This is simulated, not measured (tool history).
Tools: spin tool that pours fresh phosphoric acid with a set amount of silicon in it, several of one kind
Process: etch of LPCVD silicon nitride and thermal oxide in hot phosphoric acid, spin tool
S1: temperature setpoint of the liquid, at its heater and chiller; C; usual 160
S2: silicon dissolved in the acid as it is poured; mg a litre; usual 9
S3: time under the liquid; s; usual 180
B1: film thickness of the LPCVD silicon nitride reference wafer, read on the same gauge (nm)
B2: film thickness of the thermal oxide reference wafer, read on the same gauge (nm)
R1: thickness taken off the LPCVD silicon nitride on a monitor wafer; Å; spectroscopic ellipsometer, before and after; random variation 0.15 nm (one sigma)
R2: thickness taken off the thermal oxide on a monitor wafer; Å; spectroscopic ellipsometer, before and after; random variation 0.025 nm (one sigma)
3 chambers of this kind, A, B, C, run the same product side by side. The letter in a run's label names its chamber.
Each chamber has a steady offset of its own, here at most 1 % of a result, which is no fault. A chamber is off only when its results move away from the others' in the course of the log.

run   hour     S1   S2   S3      B1      B2      R1      R2
 1B   14.5    160    9  180  150.02  119.99  151.53  4.0568
 2C   23.8    160    9  180  150.01  119.98  145.95  4.7769
 3A   31.3    160    9  180     150  119.99  150.38  3.6039
 4B   45.5    160    9  180  150.01  119.99  150.28  3.7842
      56.3  -- chamber A: thermometer replaced
 5C   59.7    160    9  180     150  119.98  149.63  4.3572
 6A   75.4    160    9  180     150     120  148.58  4.7192
 7C   86.2    160    9  180  149.99  119.99  148.67  4.4309
 8A   95.8    160    9  260     150  120.01  214.73  6.0769
 9B  104.6    160    9  260  150.01  119.98  214.54  5.7341
10B  118.5    160    9  260  150.01  120.03   216.1  6.9276
11A  127.1    160    9  180  150.01  120.01  151.25  4.7517
12C  139.8    160    9  180     150  119.99  150.29  3.8762
13C  151.2    160    9  180  150.01     120   149.4   3.571
14A  161.9    160    9  180  149.99     120  149.99  4.3915
15B  174.6    160    9  180  150.01  119.97  147.65  3.8084
16A  189.1    160    9  180  149.99  119.99  148.41  4.4533
       196  -- chamber A: dissolved silicon flow meter replaced
17B  197.2    160    9  180  149.98  119.99  147.57  4.0537
18C  212.5    160    9  180  149.99  119.98  148.95  4.2737
19A  225.4    160    9  180  150.02  119.98  150.77  4.4518
20C  235.9    160    9  130  150.01  119.95  109.53  3.0625
21B  246.2    160    9  130     150  119.99   105.4  2.7167
22B  255.7    160    9  130  149.98  119.97  104.74  2.8047
23A  266.5    160    9  180  150.02  119.98  146.49  4.3105
24C  280.7    160    9  180  149.99     120  149.09  4.6749
25A  293.3    160    9  180  150.01  119.99  149.28  4.0188
26C  308.4    160    9  180  149.99  120.02  150.98  4.4126
27B  317.1    160    9  180  149.99  120.01  140.74  3.6287
28C  324.4    160  5.5  235  149.99     120  195.06  6.1378
29A  333.9    160  5.5  235  149.99  120.01  194.84  6.0341
30B  348.2    160  5.5  235     150  120.02  181.14  4.6771
31B  358.7    160    9  180     150  120.02  139.97  3.4598
32C  370.4    160    9  180  150.02  120.02  148.06   4.147
     372.8  -- chamber B: dissolved silicon flow meter replaced
33A  379.5    157    9  105  150.01  120.03  78.043  2.0512
34C  386.3    157    9  105  150.02  119.98  78.375  1.8619
35B  398.9    157    9  105  149.99  120.02  70.557  1.4576
36A  408.9  157.5    3  180     150     120  136.93  4.1056
37C  417.6  157.5    3  180     150  120.02  138.12  4.2477
38A  429.1  157.5    3  180     150  119.97   136.8  4.0136

Next, every chamber runs the same settings. What will each give?
39A  440.4  160   9  100           ?   ?
39B  440.4  160   9  100           ?   ?
39C  440.4  160   9  100           ?   ?

run      R1      R2
39A  82.033  2.2376
39B  74.489  1.6752
39C   81.24  2.5949
